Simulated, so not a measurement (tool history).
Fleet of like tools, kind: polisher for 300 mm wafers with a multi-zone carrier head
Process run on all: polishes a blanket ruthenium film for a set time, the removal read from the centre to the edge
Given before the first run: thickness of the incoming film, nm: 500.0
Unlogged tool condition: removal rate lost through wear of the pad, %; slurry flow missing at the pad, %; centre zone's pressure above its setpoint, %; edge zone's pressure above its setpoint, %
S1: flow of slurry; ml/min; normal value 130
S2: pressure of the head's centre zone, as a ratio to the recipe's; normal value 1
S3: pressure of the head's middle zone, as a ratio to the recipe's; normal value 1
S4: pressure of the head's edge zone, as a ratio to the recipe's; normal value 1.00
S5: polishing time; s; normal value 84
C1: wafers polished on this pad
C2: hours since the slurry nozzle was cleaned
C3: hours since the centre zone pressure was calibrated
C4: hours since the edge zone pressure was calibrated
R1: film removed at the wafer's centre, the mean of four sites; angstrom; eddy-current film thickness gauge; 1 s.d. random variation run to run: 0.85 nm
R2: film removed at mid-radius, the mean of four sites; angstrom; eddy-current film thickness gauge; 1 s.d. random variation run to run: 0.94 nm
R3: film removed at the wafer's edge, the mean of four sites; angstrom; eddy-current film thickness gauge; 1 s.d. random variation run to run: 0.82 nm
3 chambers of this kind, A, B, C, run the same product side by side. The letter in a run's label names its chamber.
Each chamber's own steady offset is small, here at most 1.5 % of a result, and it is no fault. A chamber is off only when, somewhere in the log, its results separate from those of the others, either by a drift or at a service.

run   hour   S1  S2  S3    S4   S5    C1     C2      C3     C4      R1      R2      R3
 1C    8.9  130   1   1  1.00   84   705  476.3  1048.5  649.3  719.19  708.96  741.28
 2B   17.2  130   1   1  1.00   84   394  195.7  1139.9   31.5  717.16  709.67  730.63
      17.7  -- chamber C: worn pad replaced by a new one
 3A   26.8  130   1   1  1.00   84   562  141.0   514.3  291.0  743.11  720.15  709.02
 4B   36.4  130   1   1  1.00   84   559  214.9  1159.1   50.7  691.61  712.02  722.88
 5A   47.0  130   1   1  1.00   84   735  161.2   534.5  311.2  718.80  718.04  718.20
 6C   54.0  130   1   1  1.00   84   312  521.4  1093.6  694.4  710.50  725.66  729.90
      57.3  -- chamber C: slurry nozzle cleaned
 7A   61.5  130   1   1  1.00   84   860  175.7   549.0  325.7  724.20  718.80  726.08
      65.6  -- chamber B: worn pad replaced by a new one
 8C   72.8  130   1   1  1.00   84   473   15.5  1112.4  713.2  713.62  734.71  721.44
      79.4  -- chamber C: centre zone pressure recalibrated
 9B   79.7  130   1   1  1.00   84   121  258.2  1202.4   94.0  710.01  710.10  717.12
10B   89.7  130   1   1  1.00   84   207  268.2  1212.4  104.0  721.00  718.69  723.25
      93.3  -- chamber C: worn pad replaced by a new one
11C   97.9  130   1   1  1.00   84    40   40.6    18.6  738.3  713.19  729.00  723.90
12A  105.3  130   1   1  1.00   84  1236  219.5   592.8  369.5  707.84  719.18  737.76
13A  115.6  130   1   1  1.00   84  1325  229.8   603.1  379.8  705.43  712.45  715.00
14C  128.2  130   1   1  1.00   84   300   70.9    48.9  768.6  723.44  727.94  718.33
     129.1  -- chamber A: worn pad replaced by a new one
15B  137.0  130   1   1  1.00   84   613  315.5  1259.7  151.3  711.54  714.57  723.77
16A  146.3  130   1   1  1.08  104   148  260.5   633.8  410.5  878.49  888.14  913.68
17C  152.9  130   1   1  1.08  104   512   95.6    73.6  793.3  861.86  892.11  953.57
18B  162.4  130   1   1  1.08  104   832  340.9  1285.1  176.7  882.85  872.16  932.91
19B  168.7  130   1   1  1.00   84   886  347.2  1291.4  183.0  704.81  727.92  732.87
20A  174.7  130   1   1  1.00   84   392  288.9   662.2  438.9  707.05  710.25  708.80
     175.7  -- chamber B: slurry nozzle cleaned
21C  187.1  130   1   1  1.00   84   806  129.8   107.8  827.5  727.43  702.47  723.50
     189.2  -- chamber B: worn pad replaced by a new one
     190.6  -- chamber C: worn pad replaced by a new one
22C  195.9  130   1   1  1.00   84    45  138.6   116.6  836.3  714.10  733.68  722.85
23A  204.9  130   1   1  1.00   84   651  319.1   692.4  469.1  733.24  706.79  725.82
24B  216.6  130   1   1  1.00   84   235   40.9  1339.3  230.9  705.98  711.53  738.59
25B  222.9  130   1   1  1.00   84   290   47.2  1345.6  237.2  711.29  713.20  720.29
26C  232.6  130   1   1  1.00   84   361  175.3   153.3  873.0  730.01  726.05  710.04
27A  243.5  130   1   1  1.00   84   983  357.7   731.0  507.7  732.47  704.13  718.33
28B  251.4  130   1   1  1.00   84   535   75.7  1374.1  265.7  713.86  710.89  728.10
29A  258.4  130   1   1  1.00   84  1111  372.6   745.9  522.6  728.74  727.26  709.22
     266.2  -- chamber C: worn pad replaced by a new one
30C  267.3  130   1   1  1.00   84    10  210.0   188.0  907.7  721.67  733.44  736.55
31B  274.3  130   1   1  1.00   84   731   98.6  1397.0  288.6  712.77  711.36  732.39
32C  282.6  130   1   1  1.00   84   141  225.3   203.3  923.0  717.04  734.16  728.14
33A  290.8  130   1   1  1.00   84  1390  405.0   778.3  555.0  731.31  712.04  716.75

All chambers now run identical settings, listed one chamber a line with results as question marks. What results will each chamber show?
34A  300.0  130   1   1  1.00  84                   ?   ?   ?
34B  300.0  130   1   1  1.00  84                   ?   ?   ?
34C  300.0  130   1   1  1.00  84                   ?   ?   ?

run      R1      R2      R3
34A  722.74  718.54  720.40
34B  710.12  702.16  709.31
34C  716.45  712.71  725.78
